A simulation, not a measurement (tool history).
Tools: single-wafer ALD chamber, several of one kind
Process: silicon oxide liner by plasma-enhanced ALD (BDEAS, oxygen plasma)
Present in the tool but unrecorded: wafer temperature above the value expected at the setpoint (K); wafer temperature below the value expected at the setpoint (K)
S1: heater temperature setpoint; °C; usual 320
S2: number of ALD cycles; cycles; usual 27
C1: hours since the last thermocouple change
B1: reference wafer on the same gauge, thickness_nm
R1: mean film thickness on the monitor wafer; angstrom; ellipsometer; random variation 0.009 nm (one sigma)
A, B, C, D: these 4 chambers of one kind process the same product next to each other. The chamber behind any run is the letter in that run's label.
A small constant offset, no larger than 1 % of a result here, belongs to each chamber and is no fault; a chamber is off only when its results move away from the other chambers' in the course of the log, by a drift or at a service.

Run 1A, day 0.425: usual settings; C1 619.1; B1 2.7307. Result: R1 24.364 angstrom.
Run 2D, day 0.85: usual settings; C1 1342.6; B1 2.7312. Result: R1 24.347 angstrom.
Run 3C, day 1.104: usual settings; C1 838.7; B1 2.7283. Result: R1 24.578 angstrom.
Run 4B, day 1.55: usual settings; C1 2273.4; B1 2.7304. Result: R1 24.594 angstrom.
Run 5A, day 1.817: usual settings; C1 652.5; B1 2.7306. Result: R1 24.381 angstrom.
Run 6C, day 2.329: usual settings; C1 868.1; B1 2.7281. Result: R1 24.596 angstrom.
Run 7D, day 2.617: usual settings but S2 23 cycles; C1 1385; B1 2.728. Result: R1 20.821 angstrom.
Run 8B, day 3.025: usual settings but S2 23 cycles; C1 2308.8; B1 2.7319. Result: R1 20.976 angstrom.
Run 9B, day 3.429: usual settings but S2 23 cycles; C1 2318.5; B1 2.7309. Result: R1 20.824 angstrom.
Run 10D, day 3.675: usual settings but S2 23 cycles; C1 1410.4; B1 2.7318. Result: R1 20.654 angstrom.
Run 11A, day 4.112: usual settings; C1 707.6; B1 2.7313. Result: R1 24.333 angstrom.
Run 12C, day 4.467: usual settings; C1 919.4; B1 2.7308. Result: R1 24.62 angstrom.
Run 13D, day 4.75: usual settings; C1 1436.2; B1 2.7313. Result: R1 24.31 angstrom.
Run 14B, day 5.125: usual settings; C1 2359.2; B1 2.7309. Result: R1 24.582 angstrom.
Run 15A, day 5.504: usual settings; C1 741; B1 2.7279. Result: R1 24.324 angstrom.
Run 16C, day 5.804: usual settings; C1 951.5; B1 2.7311. Result: R1 24.359 angstrom.
Run 17A, day 6.275: usual settings; C1 759.5; B1 2.7313. Result: R1 24.328 angstrom.
Run 18D, day 6.654: usual settings; C1 1481.9; B1 2.7317. Result: R1 24.13 angstrom.
Run 19B, day 6.967: usual settings but S1 310 °C, S2 24 cycles; C1 2403.4; B1 2.7315. Result: R1 22.225 angstrom.
Run 20C, day 7.412: usual settings but S1 310 °C, S2 24 cycles; C1 990.1; B1 2.7286. Result: R1 22.15 angstrom.
Run 21C, day 7.812: usual settings but S1 310 °C, S2 24 cycles; C1 999.7; B1 2.7294. Result: R1 22.169 angstrom.
Run 22D, day 8.138: usual settings but S1 310 °C, S2 24 cycles; C1 1517.5; B1 2.7301. Result: R1 21.902 angstrom.
Run 23A, day 8.617: usual settings; C1 815.7; B1 2.7289. Result: R1 24.365 angstrom.
Run 24B, day 9.046: usual settings; C1 2453.3; B1 2.7288. Result: R1 24.615 angstrom.
Run 25D, day 9.35: usual settings; C1 1546.6; B1 2.7291. Result: R1 24.339 angstrom.
Run 26C, day 9.808: usual settings; C1 1047.6; B1 2.7295. Result: R1 24.571 angstrom.
Run 27B, day 10.162: usual settings but S1 306 °C, S2 29 cycles; C1 2480.1; B1 2.7309. Result: R1 26.957 angstrom.
Run 28A, day 10.454: usual settings but S1 306 °C, S2 29 cycles; C1 859.8; B1 2.7291. Result: R1 26.701 angstrom.
Run 29A, day 10.8: usual settings but S1 306 °C, S2 29 cycles; C1 868.1; B1 2.7322. Result: R1 26.745 angstrom.
Run 30B, day 11.125: usual settings but S1 306 °C, S2 29 cycles; C1 2503.2; B1 2.7277. Result: R1 26.972 angstrom.
Run 31C, day 11.529: usual settings; C1 1088.9; B1 2.7293. Result: R1 24.528 angstrom.
Run 32D, day 12.025: usual settings; C1 1610.8; B1 2.7276. Result: R1 24.415 angstrom.
Run 33C, day 12.479: usual settings; C1 1111.7; B1 2.7308. Result: R1 24.607 angstrom.
Run 34B, day 12.85: usual settings; C1 2544.6; B1 2.7278. Result: R1 24.678 angstrom.
Run 35D, day 13.354: usual settings; C1 1642.7; B1 2.7312. Result: R1 24.338 angstrom.

One chamber off, gauge drift, or nothing amiss beyond the chambers' own small offsets? If it is a chamber, which one, and what is the likeliest cause?

No chamber is off and the gauge is stable; the differences are just each chamber's small, constant offset.
